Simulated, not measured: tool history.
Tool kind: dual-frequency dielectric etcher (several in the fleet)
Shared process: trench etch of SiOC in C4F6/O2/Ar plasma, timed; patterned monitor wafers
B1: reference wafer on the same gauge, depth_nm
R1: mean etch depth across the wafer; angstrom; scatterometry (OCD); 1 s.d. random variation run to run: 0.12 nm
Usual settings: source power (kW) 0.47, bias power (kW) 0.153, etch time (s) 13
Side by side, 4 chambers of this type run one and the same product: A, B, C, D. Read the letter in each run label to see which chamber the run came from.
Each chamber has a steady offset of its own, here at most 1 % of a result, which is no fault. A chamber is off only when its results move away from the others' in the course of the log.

Run 1A, day 0.538: usual settings; B1 30.31. Result: R1 274.1 angstrom.
Run 2B, day 0.992: usual settings; B1 30.334. Result: R1 273.7 angstrom.
Run 3C, day 1.267: usual settings; B1 30.293. Result: R1 270.68 angstrom.
Run 4D, day 1.708: usual settings; B1 30.302. Result: R1 274.12 angstrom.
Run 5B, day 2.096: usual settings; B1 30.291. Result: R1 275.45 angstrom.
Run 6D, day 2.5: usual settings; B1 30.295. Result: R1 272.83 angstrom.
Run 7C, day 2.854: usual settings; B1 30.289. Result: R1 271.53 angstrom.
Run 8A, day 3.208: usual settings; B1 30.309. Result: R1 275.14 angstrom.
Run 9B, day 3.508: usual settings but etch time (s) 16.5; B1 30.29. Result: R1 348.53 angstrom.
Run 10D, day 4.05: usual settings but etch time (s) 16.5; B1 30.291. Result: R1 347.01 angstrom.
Run 11A, day 4.4: usual settings but etch time (s) 16.5; B1 30.258. Result: R1 352.68 angstrom.
Run 12C, day 4.867: usual settings but etch time (s) 16.5; B1 30.302. Result: R1 344.64 angstrom.
Run 13B, day 5.146: usual settings; B1 30.32. Result: R1 274.76 angstrom.
At day 5.288: chamber D: source power generator calibrated.
Run 14D, day 5.583: usual settings; B1 30.267. Result: R1 272.55 angstrom.
Run 15C, day 5.962: usual settings; B1 30.321. Result: R1 269.95 angstrom.
At day 6.312: chamber B: wet clean of the chamber.
Run 16A, day 6.446: usual settings but bias power (kW) 0.17; B1 30.273. Result: R1 284.01 angstrom.
Run 17B, day 6.808: usual settings but bias power (kW) 0.17; B1 30.275. Result: R1 282.91 angstrom.
Run 18C, day 7.138: usual settings but bias power (kW) 0.17; B1 30.284. Result: R1 281.04 angstrom.
Run 19A, day 7.442: usual settings but bias power (kW) 0.17; B1 30.297. Result: R1 287.11 angstrom.
Run 20D, day 7.733: usual settings; B1 30.313. Result: R1 272.65 angstrom.
Run 21D, day 8.25: usual settings; B1 30.309. Result: R1 275.51 angstrom.
Run 22C, day 8.633: usual settings but etch time (s) 10.5; B1 30.308. Result: R1 220.28 angstrom.
Run 23A, day 9.171: usual settings but etch time (s) 10.5; B1 30.317. Result: R1 224.42 angstrom.
Run 24B, day 9.671: usual settings but etch time (s) 10.5; B1 30.296. Result: R1 221.44 angstrom.
Run 25C, day 10.158: usual settings but etch time (s) 10.5; B1 30.3. Result: R1 220.6 angstrom.
Run 26D, day 10.438: usual settings; B1 30.31. Result: R1 272.85 angstrom.
Run 27A, day 10.921: usual settings but bias power (kW) 0.131; B1 30.33. Result: R1 264.21 angstrom.
Run 28B, day 11.192: usual settings but bias power (kW) 0.131; B1 30.302. Result: R1 262.33 angstrom.
Run 29B, day 11.579: usual settings but bias power (kW) 0.131; B1 30.275. Result: R1 262.24 angstrom.
Run 30C, day 12.067: usual settings but bias power (kW) 0.131; B1 30.284. Result: R1 260.05 angstrom.
Run 31A, day 12.671: usual settings; B1 30.248. Result: R1 273.73 angstrom.
Run 32D, day 13.175: usual settings; B1 30.314. Result: R1 274.35 angstrom.
Run 33B, day 13.775: usual settings; B1 30.283. Result: R1 273.04 angstrom.
Run 34D, day 14.138: usual settings; B1 30.261. Result: R1 275.32 angstrom.
At day 14.317: chamber A: wet clean of the chamber.
Run 35C, day 14.638: usual settings; B1 30.299. Result: R1 271.97 angstrom.
Run 36A, day 15.025: usual settings; B1 30.333. Result: R1 275.22 angstrom.

For the next run the whole fleet of 4 chambers uses the same settings. Give each chamber's results:
Run 37A, day 15.462: usual settings but bias power (kW) 0.165. Result: R1 ?.
Run 37B, day 15.462: usual settings but bias power (kW) 0.165. Result: R1 ?.
Run 37C, day 15.462: usual settings but bias power (kW) 0.165. Result: R1 ?.
Run 37D, day 15.462: usual settings but bias power (kW) 0.165. Result: R1 ?.

run      R1
37A  283.39
37B  281.68
37C  278.84
37D  280.95

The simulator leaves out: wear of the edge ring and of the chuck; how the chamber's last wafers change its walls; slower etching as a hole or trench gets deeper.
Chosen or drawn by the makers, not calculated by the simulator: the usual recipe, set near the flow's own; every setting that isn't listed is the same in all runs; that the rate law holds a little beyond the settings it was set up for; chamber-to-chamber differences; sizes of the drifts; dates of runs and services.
